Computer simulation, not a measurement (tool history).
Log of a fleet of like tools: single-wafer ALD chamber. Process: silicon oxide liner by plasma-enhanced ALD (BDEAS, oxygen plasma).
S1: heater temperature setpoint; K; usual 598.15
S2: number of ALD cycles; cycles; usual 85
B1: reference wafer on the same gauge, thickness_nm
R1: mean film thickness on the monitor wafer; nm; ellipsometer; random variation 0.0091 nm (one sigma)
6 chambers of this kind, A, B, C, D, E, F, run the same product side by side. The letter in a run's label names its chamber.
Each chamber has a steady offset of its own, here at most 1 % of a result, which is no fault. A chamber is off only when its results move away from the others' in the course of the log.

run 1C hour=7.3 | S1=598.15 S2=85 | B1=6.6887 | R1=7.6049
run 2B hour=18 | S1=598.15 S2=85 | B1=6.69 | R1=7.6073
run 3F hour=33.1 | S1=598.15 S2=85 | B1=6.6895 | R1=7.5948
run 4E hour=47.2 | S1=598.15 S2=85 | B1=6.6855 | R1=7.5922
run 5A hour=59.4 | S1=598.15 S2=85 | B1=6.6851 | R1=7.6025
run 6D hour=66.2 | S1=598.15 S2=85 | B1=6.6863 | R1=7.6143
run 7F hour=74.3 | S1=598.15 S2=85 | B1=6.6857 | R1=7.5844
run 8B hour=81 | S1=588.15 S2=74 | B1=6.6847 | R1=6.691
run 9A hour=90.5 | S1=588.15 S2=74 | B1=6.6837 | R1=6.7137
run 10C hour=105 | S1=588.15 S2=74 | B1=6.6811 | R1=6.7188
run 11D hour=115 | S1=588.15 S2=74 | B1=6.6784 | R1=6.7329
run 12E hour=128.6 | S1=588.15 S2=74 | B1=6.6785 | R1=6.6951
run 13F hour=138.3 | S1=588.15 S2=74 | B1=6.6782 | R1=6.6917
run 14C hour=146.5 | S1=598.15 S2=85 | B1=6.677 | R1=7.5708
run 15E hour=157.7 | S1=598.15 S2=85 | B1=6.6777 | R1=7.5913
run 16B hour=165.2 | S1=598.15 S2=85 | B1=6.6777 | R1=7.5903
run 17A hour=177.1 | S1=598.15 S2=85 | B1=6.6738 | R1=7.5837
run 18D hour=189 | S1=598.15 S2=85 | B1=6.6766 | R1=7.5905
run 19C hour=200.9 | S1=608.15 S2=85 | B1=6.6735 | R1=7.4759
run 20A hour=213.9 | S1=608.15 S2=85 | B1=6.6718 | R1=7.4602
run 21B hour=221.1 | S1=608.15 S2=85 | B1=6.6708 | R1=7.4559
-- hour=225.3 chamber C: thermocouple changed; heater temperature recalibrated
run 22E hour=234.3 | S1=608.15 S2=85 | B1=6.6723 | R1=7.4752
run 23D hour=247.8 | S1=608.15 S2=85 | B1=6.6683 | R1=7.509
run 24F hour=254.6 | S1=608.15 S2=85 | B1=6.6692 | R1=7.4594
run 25F hour=268.2 | S1=598.15 S2=85 | B1=6.6676 | R1=7.5689
run 26A hour=283.7 | S1=584.15 S2=76 | B1=6.6658 | R1=6.8984
run 27D hour=292.2 | S1=584.15 S2=76 | B1=6.6657 | R1=6.9261
run 28C hour=299.6 | S1=584.15 S2=76 | B1=6.6664 | R1=6.9257
run 29E hour=308.5 | S1=584.15 S2=76 | B1=6.6638 | R1=6.9055
run 30B hour=319.7 | S1=584.15 S2=76 | B1=6.6607 | R1=6.8958
run 31C hour=327.4 | S1=584.15 S2=76 | B1=6.6632 | R1=6.9173
run 32F hour=340.1 | S1=598.15 S2=85 | B1=6.6613 | R1=7.5748
run 33E hour=352.5 | S1=598.15 S2=78 | B1=6.6615 | R1=6.934
run 34A hour=366.1 | S1=598.15 S2=78 | B1=6.6599 | R1=6.9442
run 35D hour=376.9 | S1=598.15 S2=78 | B1=6.6578 | R1=6.9749
run 36B hour=392.5 | S1=598.15 S2=78 | B1=6.6585 | R1=6.9455

What goes on in this fleet: one chamber off, a drifting gauge, or nothing beyond the chambers' own small offsets? Name the chamber and the cause, if any.

The gauge drifts, so all chambers seem to drift together. No chamber is off.
Cause: gauge reads low (%) = 0.491.
